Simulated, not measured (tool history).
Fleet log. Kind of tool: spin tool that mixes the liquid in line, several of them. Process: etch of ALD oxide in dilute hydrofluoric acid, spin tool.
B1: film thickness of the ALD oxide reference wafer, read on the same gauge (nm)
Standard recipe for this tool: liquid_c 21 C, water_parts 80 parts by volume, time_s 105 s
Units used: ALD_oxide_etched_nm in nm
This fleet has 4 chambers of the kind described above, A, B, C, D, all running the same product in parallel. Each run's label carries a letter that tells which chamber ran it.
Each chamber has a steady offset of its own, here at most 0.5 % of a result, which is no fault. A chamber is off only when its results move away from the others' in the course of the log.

run 1B hour=4.5 | liquid_c=21 water_parts=80 time_s=105 | B1=99.975 | ALD_oxide_etched_nm=38.549
run 2D hour=13 | liquid_c=21 water_parts=80 time_s=105 | B1=100 | ALD_oxide_etched_nm=38.767
run 3C hour=17 | liquid_c=21 water_parts=80 time_s=105 | B1=100 | ALD_oxide_etched_nm=38.935
run 4A hour=25.7 | liquid_c=21 water_parts=80 time_s=105 | B1=99.96 | ALD_oxide_etched_nm=38.656
run 5C hour=29.9 | liquid_c=21 water_parts=80 time_s=105 | B1=99.996 | ALD_oxide_etched_nm=39.032
run 6A hour=35.7 | liquid_c=17.5 water_parts=80 time_s=105 | B1=99.992 | ALD_oxide_etched_nm=33.319
run 7B hour=44.4 | liquid_c=17.5 water_parts=80 time_s=105 | B1=100.04 | ALD_oxide_etched_nm=33.606
run 8D hour=51 | liquid_c=17.5 water_parts=80 time_s=105 | B1=100 | ALD_oxide_etched_nm=33.172
run 9A hour=55.1 | liquid_c=17.5 water_parts=80 time_s=105 | B1=100.02 | ALD_oxide_etched_nm=33.663
run 10D hour=59.5 | liquid_c=21 water_parts=80 time_s=105 | B1=99.983 | ALD_oxide_etched_nm=38.897
run 11B hour=67.2 | liquid_c=22.5 water_parts=80 time_s=105 | B1=100.02 | ALD_oxide_etched_nm=40.907
run 12C hour=74.8 | liquid_c=22.5 water_parts=80 time_s=105 | B1=99.947 | ALD_oxide_etched_nm=41.375
run 13D hour=83.2 | liquid_c=22.5 water_parts=80 time_s=105 | B1=99.994 | ALD_oxide_etched_nm=41.328
run 14C hour=87.1 | liquid_c=22.5 water_parts=80 time_s=105 | B1=100.01 | ALD_oxide_etched_nm=41.476
run 15A hour=94.5 | liquid_c=21 water_parts=80 time_s=105 | B1=99.974 | ALD_oxide_etched_nm=38.679
run 16B hour=101.3 | liquid_c=21 water_parts=80 time_s=105 | B1=100.02 | ALD_oxide_etched_nm=38.693
run 17D hour=109.3 | liquid_c=21 water_parts=80 time_s=105 | B1=99.954 | ALD_oxide_etched_nm=38.327
-- hour=111.5 chamber B: thermometer replaced
run 18C hour=117.5 | liquid_c=21 water_parts=80 time_s=105 | B1=100.02 | ALD_oxide_etched_nm=38.949
run 19B hour=125.5 | liquid_c=19 water_parts=55 time_s=105 | B1=100.01 | ALD_oxide_etched_nm=53.454
run 20A hour=130.9 | liquid_c=19 water_parts=55 time_s=105 | B1=99.981 | ALD_oxide_etched_nm=52.841
run 21A hour=138.5 | liquid_c=19 water_parts=55 time_s=105 | B1=100.01 | ALD_oxide_etched_nm=53.179
run 22B hour=145.2 | liquid_c=19 water_parts=55 time_s=105 | B1=99.967 | ALD_oxide_etched_nm=53.832
run 23D hour=150.7 | liquid_c=21 water_parts=80 time_s=105 | B1=100.04 | ALD_oxide_etched_nm=38.025
run 24C hour=157.3 | liquid_c=21 water_parts=80 time_s=105 | B1=99.984 | ALD_oxide_etched_nm=38.971
run 25D hour=163.8 | liquid_c=21 water_parts=80 time_s=105 | B1=100 | ALD_oxide_etched_nm=37.649
run 26C hour=171.2 | liquid_c=21 water_parts=80 time_s=105 | B1=100 | ALD_oxide_etched_nm=38.673
run 27A hour=176.3 | liquid_c=21 water_parts=80 time_s=105 | B1=99.98 | ALD_oxide_etched_nm=38.853
run 28B hour=182.5 | liquid_c=21 water_parts=80 time_s=105 | B1=100.01 | ALD_oxide_etched_nm=38.875
run 29B hour=187.2 | liquid_c=21 water_parts=40 time_s=65 | B1=99.984 | ALD_oxide_etched_nm=51.248
run 30D hour=193.9 | liquid_c=21 water_parts=40 time_s=65 | B1=100.03 | ALD_oxide_etched_nm=47.973
run 31C hour=198.1 | liquid_c=21 water_parts=40 time_s=65 | B1=99.999 | ALD_oxide_etched_nm=49.799
run 32A hour=204.5 | liquid_c=21 water_parts=40 time_s=65 | B1=100.03 | ALD_oxide_etched_nm=49.36
run 33D hour=209.7 | liquid_c=21 water_parts=80 time_s=105 | B1=99.989 | ALD_oxide_etched_nm=37.085
run 34A hour=214.9 | liquid_c=21 water_parts=80 time_s=105 | B1=100.06 | ALD_oxide_etched_nm=38.811
run 35C hour=220.5 | liquid_c=21 water_parts=80 time_s=105 | B1=100.06 | ALD_oxide_etched_nm=38.962
run 36B hour=224.9 | liquid_c=21 water_parts=80 time_s=105 | B1=99.997 | ALD_oxide_etched_nm=38.815
-- hour=227.9 chamber D: thermometer replaced
run 37D hour=229.1 | liquid_c=21 water_parts=80 time_s=105 | B1=100 | ALD_oxide_etched_nm=36.96

Is one chamber out of step, is the gauge drifting, or do the chambers differ by no more than their own small offsets? For an off chamber, give its letter and the likeliest cause.

One chamber, D, drifts off from the rest bit by bit.
Cause: hydrofluoric acid flow below the setpoint (%) = 4.49.

Below are 4 candidate recipes for chamber D's next run, each the usual settings with a change, their results shown as question marks. Which of them brings D's results back in line with what the other chambers give on the usual settings?
Counts as in line when no further than this from what the other chambers average on the usual settings: ALD_oxide_etched_nm 0.51 nm
run 38D-1 hour=235.3 | liquid_c=21 water_parts=80 time_s=110 | ALD_oxide_etched_nm=?
run 38D-2 hour=235.3 | liquid_c=21 water_parts=80 time_s=100 | ALD_oxide_etched_nm=?
run 38D-3 hour=235.3 | liquid_c=20.5 water_parts=80 time_s=105 | ALD_oxide_etched_nm=?
run 38D-4 hour=235.3 | liquid_c=21.5 water_parts=80 time_s=105 | ALD_oxide_etched_nm=?

Average result of the remaining chambers running the usual settings: ALD_oxide_etched_nm 38.809 nm
run=38D-1 ALD_oxide_etched_nm=38.564
run=38D-2 ALD_oxide_etched_nm=35.058
run=38D-3 ALD_oxide_etched_nm=36.045
run=38D-4 ALD_oxide_etched_nm=37.59
38D-1 is the one that brings the chamber's results back in line with the other chambers.
